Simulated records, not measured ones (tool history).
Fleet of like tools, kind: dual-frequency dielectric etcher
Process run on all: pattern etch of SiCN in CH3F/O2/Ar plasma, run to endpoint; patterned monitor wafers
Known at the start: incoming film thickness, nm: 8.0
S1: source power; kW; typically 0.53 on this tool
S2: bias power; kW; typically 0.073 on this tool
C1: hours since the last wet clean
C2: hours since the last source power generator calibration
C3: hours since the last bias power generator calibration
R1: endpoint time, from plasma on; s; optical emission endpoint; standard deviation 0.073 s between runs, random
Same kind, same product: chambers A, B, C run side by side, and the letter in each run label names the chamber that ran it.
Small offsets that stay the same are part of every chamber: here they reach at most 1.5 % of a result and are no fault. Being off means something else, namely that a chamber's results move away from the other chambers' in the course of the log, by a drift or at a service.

run 1C hour=10.2 | S1=0.53 S2=0.073 | C1=413.2 C2=1062.9 C3=2275.6 | R1=19.156
run 2A hour=22 | S1=0.53 S2=0.073 | C1=416.7 C2=3483.3 C3=2798.5 | R1=18.997
run 3B hour=30 | S1=0.53 S2=0.073 | C1=276.9 C2=2657 C3=1091.2 | R1=18.879
-- hour=34.9 chamber A: wet clean of the chamber
run 4B hour=42.4 | S1=0.53 S2=0.073 | C1=289.3 C2=2669.4 C3=1103.6 | R1=18.831
run 5A hour=48.3 | S1=0.53 S2=0.073 | C1=13.5 C2=3509.6 C3=2824.8 | R1=19.024
run 6C hour=60.6 | S1=0.53 S2=0.073 | C1=463.6 C2=1113.3 C3=2326 | R1=19.042
run 7C hour=67.6 | S1=0.43 S2=0.082 | C1=470.6 C2=1120.3 C3=2333 | R1=20.033
run 8A hour=76.3 | S1=0.43 S2=0.082 | C1=41.5 C2=3537.6 C3=2852.8 | R1=19.758
run 9B hour=82.2 | S1=0.43 S2=0.082 | C1=329.1 C2=2709.2 C3=1143.4 | R1=19.434
-- hour=86.6 chamber A: source power generator calibrated
run 10C hour=92.9 | S1=0.53 S2=0.073 | C1=495.9 C2=1145.6 C3=2358.3 | R1=19.157
-- hour=100.5 chamber C: wet clean of the chamber
run 11B hour=105.3 | S1=0.53 S2=0.073 | C1=352.2 C2=2732.3 C3=1166.5 | R1=18.816
run 12A hour=115.6 | S1=0.53 S2=0.073 | C1=80.8 C2=29 C3=2892.1 | R1=19.156
run 13B hour=122.2 | S1=0.64 S2=0.063 | C1=369.1 C2=2749.2 C3=1183.4 | R1=18.325
run 14A hour=132.3 | S1=0.64 S2=0.063 | C1=97.5 C2=45.7 C3=2908.8 | R1=18.743
run 15C hour=138.1 | S1=0.64 S2=0.063 | C1=37.7 C2=1190.8 C3=2403.5 | R1=19.228
run 16C hour=149.9 | S1=0.53 S2=0.073 | C1=49.5 C2=1202.6 C3=2415.3 | R1=19.771
run 17B hour=160.9 | S1=0.53 S2=0.073 | C1=407.8 C2=2787.9 C3=1222.1 | R1=18.804
run 18A hour=170.4 | S1=0.53 S2=0.073 | C1=135.6 C2=83.8 C3=2946.9 | R1=18.968
run 19C hour=179.2 | S1=0.53 S2=0.073 | C1=78.8 C2=1231.9 C3=2444.6 | R1=19.72
run 20B hour=185.3 | S1=0.53 S2=0.073 | C1=432.2 C2=2812.3 C3=1246.5 | R1=18.76
run 21A hour=194 | S1=0.53 S2=0.073 | C1=159.2 C2=107.4 C3=2970.5 | R1=18.959
run 22A hour=206.6 | S1=0.53 S2=0.073 | C1=171.8 C2=120 C3=2983.1 | R1=19.107

Next, all 3 chambers run the settings below, one line each with question marks for the results. What does each chamber give?
run 23A hour=216.2 | S1=0.53 S2=0.073 | R1=?
run 23B hour=216.2 | S1=0.53 S2=0.073 | R1=?
run 23C hour=216.2 | S1=0.53 S2=0.073 | R1=?

run=23A R1=18.986
run=23B R1=18.864
run=23C R1=19.721
